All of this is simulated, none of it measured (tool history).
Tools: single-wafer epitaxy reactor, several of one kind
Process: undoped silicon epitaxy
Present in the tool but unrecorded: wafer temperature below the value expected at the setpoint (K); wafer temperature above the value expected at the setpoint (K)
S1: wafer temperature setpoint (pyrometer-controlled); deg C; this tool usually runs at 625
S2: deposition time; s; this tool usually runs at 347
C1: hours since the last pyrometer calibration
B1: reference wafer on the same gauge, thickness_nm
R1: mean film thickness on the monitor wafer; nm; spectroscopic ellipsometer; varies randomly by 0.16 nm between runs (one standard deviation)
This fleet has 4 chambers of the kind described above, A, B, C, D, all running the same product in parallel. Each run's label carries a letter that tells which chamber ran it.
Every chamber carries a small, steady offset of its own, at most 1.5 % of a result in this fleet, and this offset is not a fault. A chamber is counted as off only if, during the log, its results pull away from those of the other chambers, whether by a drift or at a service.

run,hour,S1,S2,C1,B1,R1
1D,13.6,625,347,2605.2,26.788,34.069
2B,22.8,625,347,816.9,26.818,32.924
3C,35.4,625,347,475.7,26.790,33.605
4A,46.2,625,347,1618.4,26.762,33.337
5B,55.8,625,347,849.9,26.799,32.863
6C,67.8,637,282,508.1,26.797,35.707
7A,81.0,637,282,1653.2,26.838,35.377
8D,92.5,637,282,2684.1,26.785,35.596
9A,105.1,637,282,1677.3,26.796,35.399
10D,113.9,625,347,2705.5,26.787,33.809
11B,121.7,625,347,915.8,26.787,33.155
12C,137.1,625,347,577.4,26.762,33.312
13A,152.4,634,320,1724.6,26.817,37.792
14B,165.8,634,320,959.9,26.798,37.068
15C,175.8,634,320,616.1,26.824,37.746
16D,188.8,634,320,2780.4,26.795,38.115
# hour 192.1: chamber A: pyrometer calibrated
17C,199.7,625,347,640.0,26.821,33.368
18D,213.3,625,347,2804.9,26.819,33.700
19B,220.9,618,293,1015.0,26.827,23.746
20A,232.1,618,293,40.1,26.806,24.187
21C,245.9,618,293,686.2,26.809,23.814
22A,257.8,618,293,65.8,26.822,24.125
23D,264.9,625,347,2856.5,26.810,33.588
24B,276.2,619,347,1070.3,26.800,28.579
# hour 280.0: chamber D: pyrometer calibrated
25C,291.1,619,347,731.4,26.815,28.870
26B,304.2,619,347,1098.3,26.800,28.895
27D,317.8,619,347,37.9,26.797,27.467
28A,331.7,625,347,139.7,26.777,33.516
29C,346.4,625,347,786.7,26.810,33.546
30A,355.6,638,316,163.6,26.768,40.918
31D,364.7,638,316,84.8,26.822,38.626
32B,372.0,638,316,1166.1,26.838,40.192
33B,380.3,638,316,1174.4,26.810,39.959
34A,395.2,625,347,203.2,26.763,33.253
35C,403.8,625,347,844.1,26.819,33.058
36D,416.8,625,347,136.9,26.806,31.657
37D,426.9,636,347,147.0,26.771,40.810
38B,438.2,636,347,1232.3,26.837,42.284
39C,452.6,636,347,892.9,26.781,42.606
40A,466.7,636,347,274.7,26.810,42.783
41D,476.2,625,347,196.3,26.784,31.776
42B,487.9,625,347,1282.0,26.808,33.004

Predict what each chamber gives when all 4 of them run the settings below next.
43A,499.3,625,389,,,?
43B,499.3,625,389,,,?
43C,499.3,625,389,,,?
43D,499.3,625,389,,,?

run,R1
43A,37.522
43B,37.028
43C,37.206
43D,35.414
